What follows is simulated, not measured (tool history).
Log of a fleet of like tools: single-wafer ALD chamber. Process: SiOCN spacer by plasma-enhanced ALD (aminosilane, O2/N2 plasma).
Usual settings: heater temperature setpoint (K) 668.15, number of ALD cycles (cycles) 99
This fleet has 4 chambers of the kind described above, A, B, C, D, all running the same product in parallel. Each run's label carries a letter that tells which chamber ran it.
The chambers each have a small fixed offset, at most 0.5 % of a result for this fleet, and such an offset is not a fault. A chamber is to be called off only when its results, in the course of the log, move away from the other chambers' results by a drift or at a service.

run   hour  heater temperature setpoint (K)  number of ALD cycles (cycles)  hours since the last thermocouple change  read-back reference wafer on the same gauge, thickness_nm  mean film thickness on the monitor wafer (angstrom)
 1D   11.6                           668.15                             99                                    1661.1                                                     6.2212                                               59.658
 2B   23.9                           668.15                             99                                    1682.8                                                     6.2208                                                59.78
 3C   30.9                           668.15                             99                                    3184.5                                                     6.2211                                               59.492
 4A   42.8                           668.15                             99                                    1588.1                                                     6.2223                                               60.222
 5C   48.9                           668.15                             99                                    3202.5                                                      6.217                                               59.185
 6A     58                           668.15                             99                                    1603.3                                                     6.2221                                               59.986
 7B   68.6                           668.15                             99                                    1727.5                                                     6.2213                                               59.631
 8D   78.5                           668.15                             99                                      1728                                                     6.2187                                               59.502
 9D   89.1                           668.15                             99                                    1738.6                                                     6.2137                                               60.106
10B  100.3                           668.15                             99                                    1759.2                                                     6.2165                                               59.287
11A  109.4                           668.15                             99                                    1654.7                                                     6.2173                                               60.311
12C  118.3                           668.15                             99                                    3271.9                                                     6.2149                                               59.235
13D  126.6                           678.15                             84                                    1776.1                                                     6.2192                                               49.503
14A  138.3                           678.15                             84                                    1683.6                                                     6.2175                                               49.741
15C  148.6                           678.15                             84                                    3302.2                                                     6.2202                                               49.265
16B  161.4                           678.15                             84                                    1820.3                                                     6.2169                                               49.135
17B  173.9                           668.15                             99                                    1832.8                                                     6.2145                                                59.06
18C  181.6                           668.15                             99                                    3335.2                                                     6.2175                                               59.361
19A  193.6                           668.15                             99                                    1738.9                                                     6.2168                                               60.199
20D  203.4                           668.15                             92                                    1852.9                                                     6.2262                                               55.521
21B  209.7                           668.15                             92                                    1868.6                                                     6.2217                                               55.364
22D    220                           668.15                             92                                    1869.5                                                     6.2169                                               55.459
     224.8  -- chamber C: thermocouple changed; heater temperature recalibrated
23A  230.7                           668.15                             92                                      1776                                                     6.2234                                               55.844
24C  237.2                           668.15                             99                                      12.5                                                     6.2141                                                59.58
25A  244.5                           668.15                             99                                    1789.8                                                     6.2202                                               59.501
26B  257.3                           668.15                             99                                    1916.2                                                     6.2209                                               59.553
27D  269.2                           668.15                             99                                    1918.7                                                     6.2249                                               59.607
28C  281.8                           668.15                             99                                      57.1                                                     6.2178                                               59.738
29A  292.4                           668.15                             99                                    1837.7                                                     6.2174                                               60.453
30B  301.8                           680.15                             99                                    1960.7                                                     6.2228                                               57.391
31D  310.4                           680.15                             99                                    1959.9                                                     6.2141                                               58.622
32C  318.3                           680.15                             99                                      93.6                                                      6.214                                               58.023
33A  329.9                           680.15                             99                                    1875.2                                                     6.2191                                               58.197
34C  338.1                           668.15                             99                                     113.4                                                     6.2195                                                59.82
35B  346.4                           668.15                             99                                    2005.3                                                     6.2226                                               59.776
36D  353.6                           663.15                             85                                    2003.1                                                     6.2231                                               51.102
37A  359.4                           663.15                             85                                    1904.7                                                     6.2185                                               51.792
38C  367.3                           663.15                             85                                     142.6                                                     6.2197                                               51.204
39B  375.8                           663.15                             85                                    2034.7                                                     6.2233                                                51.49
40D  384.5                           668.15                             99                                      2034                                                     6.2225                                               59.337

Predict what each chamber gives when all 4 of them run the settings below next.
41A  393.8                           659.15                             99                                                                                                                                                         ?
41B  393.8                           659.15                             99                                                                                                                                                         ?
41C  393.8                           659.15                             99                                                                                                                                                         ?
41D  393.8                           659.15                             99                                                                                                                                                         ?

run  mean film thickness on the monitor wafer (angstrom)
41A                                               59.749
41B                                               59.848
41C                                               59.625
41D                                               59.967
